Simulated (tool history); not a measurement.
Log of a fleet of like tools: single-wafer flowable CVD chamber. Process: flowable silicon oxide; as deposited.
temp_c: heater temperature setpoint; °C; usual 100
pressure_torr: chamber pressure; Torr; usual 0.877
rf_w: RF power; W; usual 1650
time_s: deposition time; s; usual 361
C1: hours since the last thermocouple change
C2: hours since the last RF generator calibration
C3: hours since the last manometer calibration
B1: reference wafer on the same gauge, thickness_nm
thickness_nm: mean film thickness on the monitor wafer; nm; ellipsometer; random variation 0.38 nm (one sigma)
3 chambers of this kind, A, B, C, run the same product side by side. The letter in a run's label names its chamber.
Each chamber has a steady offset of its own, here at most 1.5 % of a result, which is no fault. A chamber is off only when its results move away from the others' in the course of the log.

Run 1B, hour 9.1: usual settings; C1 379.1; C2 2306.5; C3 1166.7; B1 227.97. Result: thickness_nm 239.39 nm.
Run 2A, hour 18.1: usual settings; C1 117.2; C2 331.9; C3 980.7; B1 227.85. Result: thickness_nm 237 nm.
Run 3C, hour 24.9: usual settings; C1 60.4; C2 1078.7; C3 108.1; B1 227.9. Result: thickness_nm 235.79 nm.
Run 4B, hour 32.3: usual settings; C1 402.3; C2 2329.7; C3 1189.9; B1 227.71. Result: thickness_nm 238.49 nm.
Run 5A, hour 42.4: usual settings but pressure_torr 1.004 Torr, rf_w 1785 W; C1 141.5; C2 356.2; C3 1005; B1 227.65. Result: thickness_nm 284.4 nm.
Run 6C, hour 50: usual settings but pressure_torr 1.004 Torr, rf_w 1785 W; C1 85.5; C2 1103.8; C3 133.2; B1 227.51. Result: thickness_nm 283.24 nm.
At hour 52.2: chamber C: RF generator calibrated.
Run 7A, hour 61: usual settings but pressure_torr 1.004 Torr, rf_w 1785 W; C1 160.1; C2 374.8; C3 1023.6; B1 227.56. Result: thickness_nm 284.13 nm.
Run 8B, hour 67.4: usual settings; C1 437.4; C2 2364.8; C3 1225; B1 227.45. Result: thickness_nm 237.82 nm.
Run 9C, hour 74.4: usual settings; C1 109.9; C2 22.3; C3 157.6; B1 227.4. Result: thickness_nm 234.99 nm.
Run 10B, hour 81.5: usual settings; C1 451.5; C2 2378.9; C3 1239.1; B1 227.21. Result: thickness_nm 238.41 nm.
Run 11C, hour 86.7: usual settings; C1 122.2; C2 34.6; C3 169.9; B1 227.18. Result: thickness_nm 234.37 nm.
Run 12A, hour 95.5: usual settings but temp_c 107 °C, pressure_torr 0.677 Torr; C1 194.6; C2 409.3; C3 1058.1; B1 227.11. Result: thickness_nm 133.6 nm.
Run 13C, hour 104.2: usual settings but temp_c 107 °C, pressure_torr 0.677 Torr; C1 139.7; C2 52.1; C3 187.4; B1 227.04. Result: thickness_nm 131.98 nm.
Run 14B, hour 112.5: usual settings but temp_c 107 °C, pressure_torr 0.677 Torr; C1 482.5; C2 2409.9; C3 1270.1; B1 227.11. Result: thickness_nm 133.05 nm.
Run 15A, hour 119.5: usual settings but rf_w 1760 W, time_s 394 s; C1 218.6; C2 433.3; C3 1082.1; B1 226.97. Result: thickness_nm 261.36 nm.
Run 16A, hour 130.2: usual settings but rf_w 1760 W, time_s 394 s; C1 229.3; C2 444; C3 1092.8; B1 226.89. Result: thickness_nm 261.11 nm.
Run 17C, hour 139.4: usual settings but rf_w 1760 W, time_s 394 s; C1 174.9; C2 87.3; C3 222.6; B1 226.77. Result: thickness_nm 260.56 nm.
Run 18B, hour 144.8: usual settings but rf_w 1370 W; C1 514.8; C2 2442.2; C3 1302.4; B1 226.72. Result: thickness_nm 223.72 nm.
Run 19C, hour 151.2: usual settings but rf_w 1370 W; C1 186.7; C2 99.1; C3 234.4; B1 226.62. Result: thickness_nm 220.54 nm.
Run 20B, hour 158.8: usual settings but rf_w 1370 W; C1 528.8; C2 2456.2; C3 1316.4; B1 226.59. Result: thickness_nm 223.32 nm.
Run 21A, hour 166: usual settings; C1 265.1; C2 479.8; C3 1128.6; B1 226.52. Result: thickness_nm 235.27 nm.

All 3 chambers run these settings next. Forecast each chamber's results:
Run 22A, hour 174.6: usual settings. Result: thickness_nm ?.
Run 22B, hour 174.6: usual settings. Result: thickness_nm ?.
Run 22C, hour 174.6: usual settings. Result: thickness_nm ?.

run  thickness_nm
22A           235
22B        237.49
22C        234.19

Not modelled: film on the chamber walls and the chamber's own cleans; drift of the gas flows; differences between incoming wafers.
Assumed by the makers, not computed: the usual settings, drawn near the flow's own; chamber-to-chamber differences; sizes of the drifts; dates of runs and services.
